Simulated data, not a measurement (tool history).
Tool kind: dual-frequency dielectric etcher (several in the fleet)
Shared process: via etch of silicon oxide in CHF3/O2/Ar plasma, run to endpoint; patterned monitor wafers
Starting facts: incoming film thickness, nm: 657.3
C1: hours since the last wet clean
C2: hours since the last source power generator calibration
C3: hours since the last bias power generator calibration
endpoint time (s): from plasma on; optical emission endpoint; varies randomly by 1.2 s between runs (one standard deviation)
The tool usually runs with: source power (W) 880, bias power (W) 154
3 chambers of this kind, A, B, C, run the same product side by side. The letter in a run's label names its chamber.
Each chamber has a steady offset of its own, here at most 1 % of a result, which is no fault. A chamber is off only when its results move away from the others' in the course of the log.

{"run": "1A", "hour": 7.0, "source power (W)": 880, "bias power (W)": 154, "C1": 52.6, "C2": 467.7, "C3": 3744.4, "endpoint time (s)": 304.14}
{"run": "2C", "hour": 12.7, "source power (W)": 880, "bias power (W)": 154, "C1": 473.7, "C2": 2076.8, "C3": 1401.6, "endpoint time (s)": 299.82}
{"run": "3B", "hour": 16.2, "source power (W)": 880, "bias power (W)": 154, "C1": 444.3, "C2": 3220.1, "C3": 1489.4, "endpoint time (s)": 299.69}
{"run": "4B", "hour": 22.9, "source power (W)": 880, "bias power (W)": 154, "C1": 451.0, "C2": 3226.8, "C3": 1496.1, "endpoint time (s)": 302.98}
{"hour": 25.8, "done": "chamber C: wet clean of the chamber"}
{"run": "5C", "hour": 27.6, "source power (W)": 880, "bias power (W)": 154, "C1": 1.9, "C2": 2091.7, "C3": 1416.5, "endpoint time (s)": 301.33}
{"run": "6A", "hour": 34.1, "source power (W)": 880, "bias power (W)": 154, "C1": 79.7, "C2": 494.8, "C3": 3771.5, "endpoint time (s)": 306.51}
{"run": "7B", "hour": 40.5, "source power (W)": 880, "bias power (W)": 154, "C1": 468.6, "C2": 3244.4, "C3": 1513.7, "endpoint time (s)": 302.11}
{"run": "8A", "hour": 46.7, "source power (W)": 880, "bias power (W)": 154, "C1": 92.3, "C2": 507.4, "C3": 3784.1, "endpoint time (s)": 303.14}
{"run": "9C", "hour": 52.5, "source power (W)": 880, "bias power (W)": 154, "C1": 26.8, "C2": 2116.6, "C3": 1441.4, "endpoint time (s)": 303.08}
{"run": "10B", "hour": 55.7, "source power (W)": 880, "bias power (W)": 154, "C1": 483.8, "C2": 3259.6, "C3": 1528.9, "endpoint time (s)": 301.64}
{"run": "11A", "hour": 61.6, "source power (W)": 880, "bias power (W)": 154, "C1": 107.2, "C2": 522.3, "C3": 3799.0, "endpoint time (s)": 304.85}
{"run": "12C", "hour": 66.1, "source power (W)": 880, "bias power (W)": 168, "C1": 40.4, "C2": 2130.2, "C3": 1455.0, "endpoint time (s)": 294.55}
{"run": "13A", "hour": 73.0, "source power (W)": 880, "bias power (W)": 168, "C1": 118.6, "C2": 533.7, "C3": 3810.4, "endpoint time (s)": 297.78}
{"run": "14C", "hour": 79.8, "source power (W)": 880, "bias power (W)": 168, "C1": 54.1, "C2": 2143.9, "C3": 1468.7, "endpoint time (s)": 293.53}
{"run": "15B", "hour": 84.3, "source power (W)": 880, "bias power (W)": 154, "C1": 512.4, "C2": 3288.2, "C3": 1557.5, "endpoint time (s)": 301.67}
{"run": "16C", "hour": 89.1, "source power (W)": 880, "bias power (W)": 154, "C1": 63.4, "C2": 2153.2, "C3": 1478.0, "endpoint time (s)": 304.54}
{"run": "17A", "hour": 95.3, "source power (W)": 880, "bias power (W)": 154, "C1": 140.9, "C2": 556.0, "C3": 3832.7, "endpoint time (s)": 306.42}
{"run": "18B", "hour": 98.7, "source power (W)": 880, "bias power (W)": 154, "C1": 526.8, "C2": 3302.6, "C3": 1571.9, "endpoint time (s)": 300.77}
{"run": "19C", "hour": 103.8, "source power (W)": 880, "bias power (W)": 154, "C1": 78.1, "C2": 2167.9, "C3": 1492.7, "endpoint time (s)": 300.73}
{"run": "20A", "hour": 110.5, "source power (W)": 880, "bias power (W)": 154, "C1": 156.1, "C2": 571.2, "C3": 3847.9, "endpoint time (s)": 303.73}
{"run": "21B", "hour": 115.5, "source power (W)": 880, "bias power (W)": 154, "C1": 543.6, "C2": 3319.4, "C3": 1588.7, "endpoint time (s)": 303.29}
{"hour": 118.3, "done": "chamber B: wet clean of the chamber"}
{"run": "22C", "hour": 122.1, "source power (W)": 880, "bias power (W)": 154, "C1": 96.4, "C2": 2186.2, "C3": 1511.0, "endpoint time (s)": 301.46}
{"run": "23B", "hour": 128.3, "source power (W)": 880, "bias power (W)": 154, "C1": 10.1, "C2": 3332.2, "C3": 1601.5, "endpoint time (s)": 296.32}
{"run": "24A", "hour": 133.8, "source power (W)": 880, "bias power (W)": 154, "C1": 179.4, "C2": 594.5, "C3": 3871.2, "endpoint time (s)": 306.0}
{"run": "25B", "hour": 139.0, "source power (W)": 1000, "bias power (W)": 154, "C1": 20.8, "C2": 3342.9, "C3": 1612.2, "endpoint time (s)": 278.99}
{"hour": 143.3, "done": "chamber B: source power generator calibrated"}
{"run": "26C", "hour": 144.0, "source power (W)": 1000, "bias power (W)": 154, "C1": 118.3, "C2": 2208.1, "C3": 1532.9, "endpoint time (s)": 286.37}
{"run": "27A", "hour": 147.3, "source power (W)": 1000, "bias power (W)": 154, "C1": 192.9, "C2": 608.0, "C3": 3884.7, "endpoint time (s)": 288.72}
{"run": "28A", "hour": 151.7, "source power (W)": 880, "bias power (W)": 154, "C1": 197.3, "C2": 612.4, "C3": 3889.1, "endpoint time (s)": 304.26}
{"run": "29C", "hour": 158.2, "source power (W)": 880, "bias power (W)": 154, "C1": 132.5, "C2": 2222.3, "C3": 1547.1, "endpoint time (s)": 301.79}
{"run": "30B", "hour": 162.1, "source power (W)": 880, "bias power (W)": 177, "C1": 43.9, "C2": 18.8, "C3": 1635.3, "endpoint time (s)": 282.29}
{"run": "31C", "hour": 167.6, "source power (W)": 880, "bias power (W)": 177, "C1": 141.9, "C2": 2231.7, "C3": 1556.5, "endpoint time (s)": 289.83}
{"run": "32B", "hour": 174.5, "source power (W)": 880, "bias power (W)": 177, "C1": 56.3, "C2": 31.2, "C3": 1647.7, "endpoint time (s)": 284.18}
{"run": "33A", "hour": 180.4, "source power (W)": 880, "bias power (W)": 154, "C1": 226.0, "C2": 641.1, "C3": 3917.8, "endpoint time (s)": 304.45}
{"run": "34B", "hour": 184.7, "source power (W)": 880, "bias power (W)": 154, "C1": 66.5, "C2": 41.4, "C3": 1657.9, "endpoint time (s)": 296.86}
{"run": "35A", "hour": 190.9, "source power (W)": 880, "bias power (W)": 154, "C1": 236.5, "C2": 651.6, "C3": 3928.3, "endpoint time (s)": 304.5}
{"run": "36C", "hour": 196.1, "source power (W)": 880, "bias power (W)": 154, "C1": 170.4, "C2": 2260.2, "C3": 1585.0, "endpoint time (s)": 302.38}

Predict what each chamber gives when all 3 of them run the settings below next.
{"run": "37A", "hour": 201.1, "source power (W)": 880, "bias power (W)": 154, "endpoint time (s)": "?"}
{"run": "37B", "hour": 201.1, "source power (W)": 880, "bias power (W)": 154, "endpoint time (s)": "?"}
{"run": "37C", "hour": 201.1, "source power (W)": 880, "bias power (W)": 154, "endpoint time (s)": "?"}

run=37A endpoint_time_(s)=306.98
run=37B endpoint_time_(s)=293.29
run=37C endpoint_time_(s)=300.76
